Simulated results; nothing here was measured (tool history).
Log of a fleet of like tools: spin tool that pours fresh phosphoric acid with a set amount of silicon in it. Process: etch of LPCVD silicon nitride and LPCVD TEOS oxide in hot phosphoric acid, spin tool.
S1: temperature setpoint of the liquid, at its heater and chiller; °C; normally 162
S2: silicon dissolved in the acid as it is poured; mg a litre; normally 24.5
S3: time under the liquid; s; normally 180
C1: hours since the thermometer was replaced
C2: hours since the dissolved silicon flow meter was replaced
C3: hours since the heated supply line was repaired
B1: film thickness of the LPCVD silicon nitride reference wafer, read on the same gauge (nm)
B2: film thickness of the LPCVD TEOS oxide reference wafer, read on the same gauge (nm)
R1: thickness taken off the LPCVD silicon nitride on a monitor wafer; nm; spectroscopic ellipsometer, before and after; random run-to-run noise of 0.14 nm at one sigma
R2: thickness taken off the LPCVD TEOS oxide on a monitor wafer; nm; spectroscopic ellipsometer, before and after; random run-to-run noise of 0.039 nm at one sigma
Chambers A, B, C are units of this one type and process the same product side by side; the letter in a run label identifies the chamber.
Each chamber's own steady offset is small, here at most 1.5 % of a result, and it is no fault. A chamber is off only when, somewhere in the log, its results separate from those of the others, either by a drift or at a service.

run	hour	S1	S2	S3	C1	C2	C3	B1	B2	R1	R2
1C	7.6	162	24.5	180	628.4	129.7	3478.8	50.017	150.02	15.843	0.44986
# hour 12.6: chamber C: heated supply line repaired
2A	15.5	162	24.5	180	344.6	1183.7	2110.6	50.037	149.98	15.421	0.49855
3B	26	162	24.5	180	1378.4	1133.9	404.7	50.033	150.05	15.342	0.40736
4C	35.2	162	24.5	180	656	157.3	22.7	50	150	15.721	0.4761
5A	41.2	162	24.5	180	370.3	1209.4	2136.3	49.998	149.98	15.364	0.49969
6B	46.2	162	24.5	180	1398.6	1154.1	424.9	49.975	149.94	15.098	0.37562
7C	56.1	162	24.5	180	676.9	178.2	43.6	49.999	149.99	15.773	0.46429
8A	65.4	162	24.5	180	394.5	1233.6	2160.5	49.999	149.96	15.562	0.48603
9B	72.4	162	24.5	180	1424.8	1180.3	451.1	50.01	150.02	15.094	0.43639
10B	79.5	162	24.5	180	1431.9	1187.4	458.2	49.974	150.04	14.906	0.45151
11C	89.8	162	24.5	180	710.6	211.9	77.3	49.991	150	15.771	0.456
12A	98.2	162	24.5	180	427.3	1266.4	2193.3	49.983	150.02	15.426	0.48812
13C	104.1	162	24.5	180	724.9	226.2	91.6	49.992	150.01	15.808	0.46021
14B	110	162	24.5	180	1462.4	1217.9	488.7	50.042	150.01	14.907	0.43426
15A	119.4	162	24.5	180	448.5	1287.6	2214.5	49.998	149.98	15.356	0.43037
16C	126.1	162	24.5	180	746.9	248.2	113.6	50.034	150	15.898	0.46226
17B	135	162	34	85	1487.4	1242.9	513.7	49.986	149.99	6.8444	0.12875
18A	143.1	162	34	85	472.2	1311.3	2238.2	50.003	149.97	7.3551	0.13718
19B	150.2	162	34	85	1502.6	1258.1	528.9	49.988	150.02	6.9239	0.12027
20C	158.8	162	24.5	180	779.6	280.9	146.3	50.004	150	15.551	0.45637
21A	165.4	162	24.5	180	494.5	1333.6	2260.5	50.016	150.01	15.444	0.42615
# hour 170.5: chamber B: dissolved silicon flow meter replaced
22B	172.8	162	24.5	180	1525.2	2.3	551.5	50.011	150.02	14.37	0.37149
23C	182.2	162	24.5	180	803	304.3	169.7	50.01	150.04	15.89	0.49603
24A	187	161	24.5	110	516.1	1355.2	2282.1	49.963	150.02	9.1114	0.23519
25B	198.1	161	24.5	110	1550.5	27.6	576.8	49.99	149.96	8.417	0.22257
26A	208.2	161	24.5	110	537.3	1376.4	2303.3	50.002	149.97	9.3066	0.27182
27C	213.3	160	24.5	95	834.1	335.4	200.8	50.005	150.01	7.8495	0.21516
28A	221.3	160	24.5	95	550.4	1389.5	2316.4	50.002	150	7.6636	0.22506
29C	232.5	160	24.5	95	853.3	354.6	220	49.993	149.97	7.8279	0.20181
30B	238.4	162	24.5	180	1590.8	67.9	617.1	49.972	149.99	14.104	0.3585
31B	245.6	162	24.5	180	1598	75.1	624.3	49.974	149.95	13.96	0.37839

Predict what each chamber gives when all 3 of them run the settings below next.
32A	253.6	162	24.5	110						?	?
32B	253.6	162	24.5	110						?	?
32C	253.6	162	24.5	110						?	?

run	R1	R2
32A	9.3144	0.27802
32B	8.4343	0.21553
32C	9.7357	0.29814
